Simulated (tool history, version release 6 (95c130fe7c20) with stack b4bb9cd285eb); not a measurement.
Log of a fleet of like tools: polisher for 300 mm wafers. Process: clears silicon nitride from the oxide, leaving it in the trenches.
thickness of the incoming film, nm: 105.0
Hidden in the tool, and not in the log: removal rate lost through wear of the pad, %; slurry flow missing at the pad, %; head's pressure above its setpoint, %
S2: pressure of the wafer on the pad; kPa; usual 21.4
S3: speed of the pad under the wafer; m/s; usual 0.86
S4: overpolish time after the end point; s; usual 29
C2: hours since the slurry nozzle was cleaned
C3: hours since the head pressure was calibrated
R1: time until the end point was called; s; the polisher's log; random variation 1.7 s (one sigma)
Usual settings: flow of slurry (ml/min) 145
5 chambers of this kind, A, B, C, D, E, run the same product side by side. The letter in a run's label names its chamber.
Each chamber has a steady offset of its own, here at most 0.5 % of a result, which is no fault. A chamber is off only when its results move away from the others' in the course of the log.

{"run": "1B", "hour": 7.3, "flow of slurry (ml/min)": 145, "S2": 21.4, "S3": 0.86, "S4": 29, "wafers polished on this pad": 337, "C2": 538.7, "C3": 379.0, "R1": 121.56}
{"hour": 11.8, "done": "chamber A: worn pad replaced by a new one"}
{"run": "2C", "hour": 19.9, "flow of slurry (ml/min)": 145, "S2": 21.4, "S3": 0.86, "S4": 29, "wafers polished on this pad": 195, "C2": 202.2, "C3": 982.0, "R1": 121.17}
{"run": "3E", "hour": 31.6, "flow of slurry (ml/min)": 145, "S2": 21.4, "S3": 0.86, "S4": 29, "wafers polished on this pad": 566, "C2": 56.7, "C3": 205.9, "R1": 121.26}
{"hour": 34.4, "done": "chamber A: slurry nozzle cleaned"}
{"hour": 39.6, "done": "chamber B: worn pad replaced by a new one"}
{"run": "4D", "hour": 43.9, "flow of slurry (ml/min)": 145, "S2": 21.4, "S3": 0.86, "S4": 29, "wafers polished on this pad": 602, "C2": 348.8, "C3": 159.7, "R1": 122.73}
{"run": "5A", "hour": 51.0, "flow of slurry (ml/min)": 145, "S2": 21.4, "S3": 0.86, "S4": 29, "wafers polished on this pad": 352, "C2": 16.6, "C3": 1304.5, "R1": 117.43}
{"hour": 56.0, "done": "chamber E: worn pad replaced by a new one"}
{"run": "6D", "hour": 60.9, "flow of slurry (ml/min)": 145, "S2": 21.4, "S3": 1.02, "S4": 29, "wafers polished on this pad": 755, "C2": 365.8, "C3": 176.7, "R1": 101.35}
{"hour": 68.9, "done": "chamber D: worn pad replaced by a new one"}
{"run": "7E", "hour": 73.1, "flow of slurry (ml/min)": 145, "S2": 21.4, "S3": 1.02, "S4": 29, "wafers polished on this pad": 154, "C2": 98.2, "C3": 247.4, "R1": 101.02}
{"run": "8C", "hour": 83.0, "flow of slurry (ml/min)": 145, "S2": 21.4, "S3": 1.02, "S4": 29, "wafers polished on this pad": 762, "C2": 265.3, "C3": 1045.1, "R1": 101.05}
{"run": "9B", "hour": 98.3, "flow of slurry (ml/min)": 145, "S2": 21.4, "S3": 1.02, "S4": 29, "wafers polished on this pad": 528, "C2": 629.7, "C3": 470.0, "R1": 104.31}
{"hour": 105.4, "done": "chamber A: head pressure recalibrated"}
{"hour": 107.5, "done": "chamber C: worn pad replaced by a new one"}
{"hour": 111.3, "done": "chamber C: slurry nozzle cleaned"}
{"run": "10A", "hour": 113.8, "flow of slurry (ml/min)": 145, "S2": 21.4, "S3": 1.02, "S4": 29, "wafers polished on this pad": 917, "C2": 79.4, "C3": 8.4, "R1": 103.05}
{"hour": 121.4, "done": "chamber E: worn pad replaced by a new one"}
{"hour": 121.8, "done": "chamber B: worn pad replaced by a new one"}
{"run": "11A", "hour": 126.5, "flow of slurry (ml/min)": 145, "S2": 21.4, "S3": 0.86, "S4": 29, "wafers polished on this pad": 1031, "C2": 92.1, "C3": 21.1, "R1": 123.82}
{"run": "12C", "hour": 136.7, "flow of slurry (ml/min)": 145, "S2": 21.4, "S3": 0.86, "S4": 29, "wafers polished on this pad": 263, "C2": 25.5, "C3": 1098.8, "R1": 121.06}
{"run": "13B", "hour": 148.4, "flow of slurry (ml/min)": 145, "S2": 21.4, "S3": 0.6, "S4": 15, "wafers polished on this pad": 239, "C2": 679.8, "C3": 520.1, "R1": 171.63}
{"hour": 157.1, "done": "chamber A: worn pad replaced by a new one"}
{"run": "14E", "hour": 161.6, "flow of slurry (ml/min)": 145, "S2": 21.4, "S3": 0.6, "S4": 15, "wafers polished on this pad": 361, "C2": 186.7, "C3": 335.9, "R1": 174.35}
{"run": "15D", "hour": 171.9, "flow of slurry (ml/min)": 145, "S2": 21.4, "S3": 0.6, "S4": 15, "wafers polished on this pad": 926, "C2": 476.8, "C3": 287.7, "R1": 172.56}
{"hour": 177.3, "done": "chamber D: worn pad replaced by a new one"}
{"run": "16A", "hour": 186.1, "flow of slurry (ml/min)": 145, "S2": 21.4, "S3": 0.6, "S4": 15, "wafers polished on this pad": 260, "C2": 151.7, "C3": 80.7, "R1": 170.37}
{"hour": 187.1, "done": "chamber E: worn pad replaced by a new one"}
{"hour": 190.2, "done": "chamber C: worn pad replaced by a new one"}
{"hour": 190.9, "done": "chamber D: slurry nozzle cleaned"}
{"run": "17E", "hour": 194.2, "flow of slurry (ml/min)": 145, "S2": 21.4, "S3": 0.6, "S4": 15, "wafers polished on this pad": 64, "C2": 219.3, "C3": 368.5, "R1": 174.47}
{"run": "18B", "hour": 202.8, "flow of slurry (ml/min)": 145, "S2": 21.4, "S3": 0.86, "S4": 29, "wafers polished on this pad": 728, "C2": 734.2, "C3": 574.5, "R1": 120.11}
{"hour": 203.9, "done": "chamber B: worn pad replaced by a new one"}
{"run": "19C", "hour": 211.3, "flow of slurry (ml/min)": 145, "S2": 24.8, "S3": 0.86, "S4": 29, "wafers polished on this pad": 190, "C2": 100.1, "C3": 1173.4, "R1": 102.99}
{"run": "20D", "hour": 218.6, "flow of slurry (ml/min)": 145, "S2": 24.8, "S3": 0.86, "S4": 29, "wafers polished on this pad": 371, "C2": 27.7, "C3": 334.4, "R1": 105.31}
{"run": "21E", "hour": 230.0, "flow of slurry (ml/min)": 145, "S2": 24.8, "S3": 0.86, "S4": 29, "wafers polished on this pad": 386, "C2": 255.1, "C3": 404.3, "R1": 103.68}
{"run": "22C", "hour": 237.8, "flow of slurry (ml/min)": 145, "S2": 24.8, "S3": 0.86, "S4": 29, "wafers polished on this pad": 428, "C2": 126.6, "C3": 1199.9, "R1": 104.52}
{"run": "23A", "hour": 252.7, "flow of slurry (ml/min)": 145, "S2": 24.8, "S3": 0.86, "S4": 29, "wafers polished on this pad": 859, "C2": 218.3, "C3": 147.3, "R1": 103.49}
{"hour": 256.2, "done": "chamber E: worn pad replaced by a new one"}
{"run": "24B", "hour": 267.4, "flow of slurry (ml/min)": 145, "S2": 21.4, "S3": 0.86, "S4": 29, "wafers polished on this pad": 571, "C2": 798.8, "C3": 639.1, "R1": 123.73}
{"hour": 274.9, "done": "chamber B: worn pad replaced by a new one"}
{"run": "25D", "hour": 275.1, "flow of slurry (ml/min)": 145, "S2": 21.4, "S3": 0.86, "S4": 29, "wafers polished on this pad": 880, "C2": 84.2, "C3": 390.9, "R1": 118.64}
{"hour": 285.9, "done": "chamber D: worn pad replaced by a new one"}
{"hour": 288.9, "done": "chamber C: worn pad replaced by a new one"}
{"run": "26D", "hour": 289.4, "flow of slurry (ml/min)": 145, "S2": 21.4, "S3": 0.86, "S4": 29, "wafers polished on this pad": 31, "C2": 98.5, "C3": 405.2, "R1": 120.52}
{"hour": 293.5, "done": "chamber A: worn pad replaced by a new one"}
{"run": "27C", "hour": 303.3, "flow of slurry (ml/min)": 145, "S2": 21.4, "S3": 0.86, "S4": 29, "wafers polished on this pad": 129, "C2": 192.1, "C3": 1265.4, "R1": 118.27}
{"run": "28A", "hour": 313.1, "flow of slurry (ml/min)": 145, "S2": 21.4, "S3": 0.86, "S4": 29, "wafers polished on this pad": 176, "C2": 278.7, "C3": 207.7, "R1": 120.47}
{"run": "29B", "hour": 328.1, "flow of slurry (ml/min)": 145, "S2": 21.4, "S3": 0.86, "S4": 29, "wafers polished on this pad": 478, "C2": 859.5, "C3": 699.8, "R1": 127.2}
{"hour": 331.1, "done": "chamber E: worn pad replaced by a new one"}
{"run": "30E", "hour": 336.2, "flow of slurry (ml/min)": 145, "S2": 25.5, "S3": 0.86, "S4": 29, "wafers polished on this pad": 46, "C2": 361.3, "C3": 510.5, "R1": 101.53}
{"run": "31A", "hour": 346.4, "flow of slurry (ml/min)": 145, "S2": 25.5, "S3": 0.86, "S4": 29, "wafers polished on this pad": 476, "C2": 312.0, "C3": 241.0, "R1": 99.667}
{"hour": 351.0, "done": "chamber B: worn pad replaced by a new one"}
{"run": "32E", "hour": 358.3, "flow of slurry (ml/min)": 145, "S2": 25.5, "S3": 0.86, "S4": 29, "wafers polished on this pad": 245, "C2": 383.4, "C3": 532.6, "R1": 101.26}
{"run": "33D", "hour": 371.3, "flow of slurry (ml/min)": 145, "S2": 25.5, "S3": 0.86, "S4": 29, "wafers polished on this pad": 768, "C2": 180.4, "C3": 487.1, "R1": 100.0}
{"run": "34B", "hour": 380.0, "flow of slurry (ml/min)": 145, "S2": 25.5, "S3": 0.86, "S4": 29, "wafers polished on this pad": 261, "C2": 911.4, "C3": 751.7, "R1": 110.87}

Is one chamber off against the others, does the gauge drift, or is nothing wrong? If a chamber is off, say which, and what the likeliest cause is.

Chamber B drifts away from the others.
Cause: slurry flow missing at the pad, % = 31.3.
The log may not tell that from: head's pressure below its setpoint, %.

Here are 4 candidates for chamber B's next run, each the usual settings with a change, their results left as question marks. Which one brings its results back in line with what the others give on the usual settings?
In line means no further than this from the other chambers' mean on the usual settings: R1 5.800 s
{"run": "35B-1", "hour": 391.2, "flow of slurry (ml/min)": 145, "S2": 25.5, "S3": 0.86, "S4": 29, "R1": "?"}
{"run": "35B-2", "hour": 391.2, "flow of slurry (ml/min)": 145, "S2": 21.4, "S3": 0.78, "S4": 29, "R1": "?"}
{"run": "35B-3", "hour": 391.2, "flow of slurry (ml/min)": 140, "S2": 17.9, "S3": 0.86, "S4": 29, "R1": "?"}
{"run": "35B-4", "hour": 391.2, "flow of slurry (ml/min)": 150, "S2": 22.8, "S3": 0.86, "S4": 29, "R1": "?"}

The other chambers' mean on the usual settings: R1 120.800 s
run=35B-1 R1=109.830
run=35B-2 R1=144.670
run=35B-3 R1=157.870
run=35B-4 R1=122.160
35B-4 brings the chamber back in line.
